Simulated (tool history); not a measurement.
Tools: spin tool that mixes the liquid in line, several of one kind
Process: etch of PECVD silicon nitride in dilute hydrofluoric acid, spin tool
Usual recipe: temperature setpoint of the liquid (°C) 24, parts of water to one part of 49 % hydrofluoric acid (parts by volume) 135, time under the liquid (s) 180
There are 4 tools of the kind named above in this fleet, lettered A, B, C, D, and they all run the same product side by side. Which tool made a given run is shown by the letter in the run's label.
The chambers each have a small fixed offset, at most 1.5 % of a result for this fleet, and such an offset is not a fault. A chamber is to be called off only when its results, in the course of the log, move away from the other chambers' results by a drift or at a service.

run	day	temperature setpoint of the liquid (°C)	parts of water to one part of 49 % hydrofluoric acid (parts by volume)	time under the liquid (s)	hours since the thermometer was replaced	hours since the hydrofluoric acid flow meter was replaced	read-back film thickness of the PECVD silicon nitride reference wafer, read on the same gauge (nm)	thickness taken off the PECVD silicon nitride on a monitor wafer (Å)
1A	0.154	24	135	180	1657.4	415.4	50.011	49.824
2D	0.392	24	135	180	1235.9	1986.3	50.012	50.204
3B	0.558	24	135	180	224.5	360.9	49.974	49.124
4C	0.775	24	135	180	1077.9	737.2	49.936	49.480
5C	0.971	24	135	180	1082.6	741.9	50.032	49.643
6D	1.133	24	135	180	1253.7	2004.1	49.983	49.401
7A	1.283	24	135	180	1684.5	442.5	49.973	49.751
8B	1.504	24	135	180	247.2	383.6	50.002	49.822
9D	1.617	24	135	180	1265.3	2015.7	50.002	49.587
10B	1.792	27	135	255	254.1	390.5	50.015	84.130
11A	1.971	27	135	255	1701.0	459.0	50.006	84.384
12C	2.188	27	135	255	1111.8	771.1	49.984	87.219
13B	2.321	27	135	255	266.8	403.2	49.962	85.085
14A	2.538	24	135	180	1714.6	472.6	49.980	49.628
15C	2.767	24	135	180	1125.7	785.0	49.983	49.658
16D	2.892	24	135	180	1295.9	2046.3	50.009	50.843
17C	3.100	24	135	180	1133.7	793.0	50.015	49.694
18A	3.267	19	135	180	1732.1	490.1	49.958	34.967
19D	3.442	19	135	180	1309.1	2059.5	49.970	36.013
20B	3.562	19	135	180	296.6	433.0	49.994	35.858
21B	3.700	19	135	180	299.9	436.3	49.999	35.891
22C	3.854	24	135	180	1151.8	811.1	49.983	50.750
23D	3.988	24	135	180	1322.2	2072.6	50.021	49.404
24A	4.196	24	135	180	1754.4	512.4	50.028	49.388
25D	4.379	24	135	180	1331.6	2082.0	50.019	50.358
26B	4.529	24	135	180	319.8	456.2	50.020	49.329
27A	4.750	24	135	180	1767.7	525.7	50.006	49.456
28C	4.938	24	135	180	1177.8	837.1	49.979	50.606
# day 5.067: chamber C: thermometer replaced
29D	5.150	24	135	180	1350.1	2100.5	49.970	49.417
30B	5.342	24	135	180	339.3	475.7	49.973	49.482
31C	5.475	24	135	180	9.9	850.0	50.004	49.867

Read the log: is a single chamber off, either drifting away or since a service, is the gauge that measures every chamber drifting, or is nothing wrong beyond small per-chamber offsets? Name any odd chamber and what most likely caused it.

No chamber stands off beyond its own small offset, and the gauge holds steady.
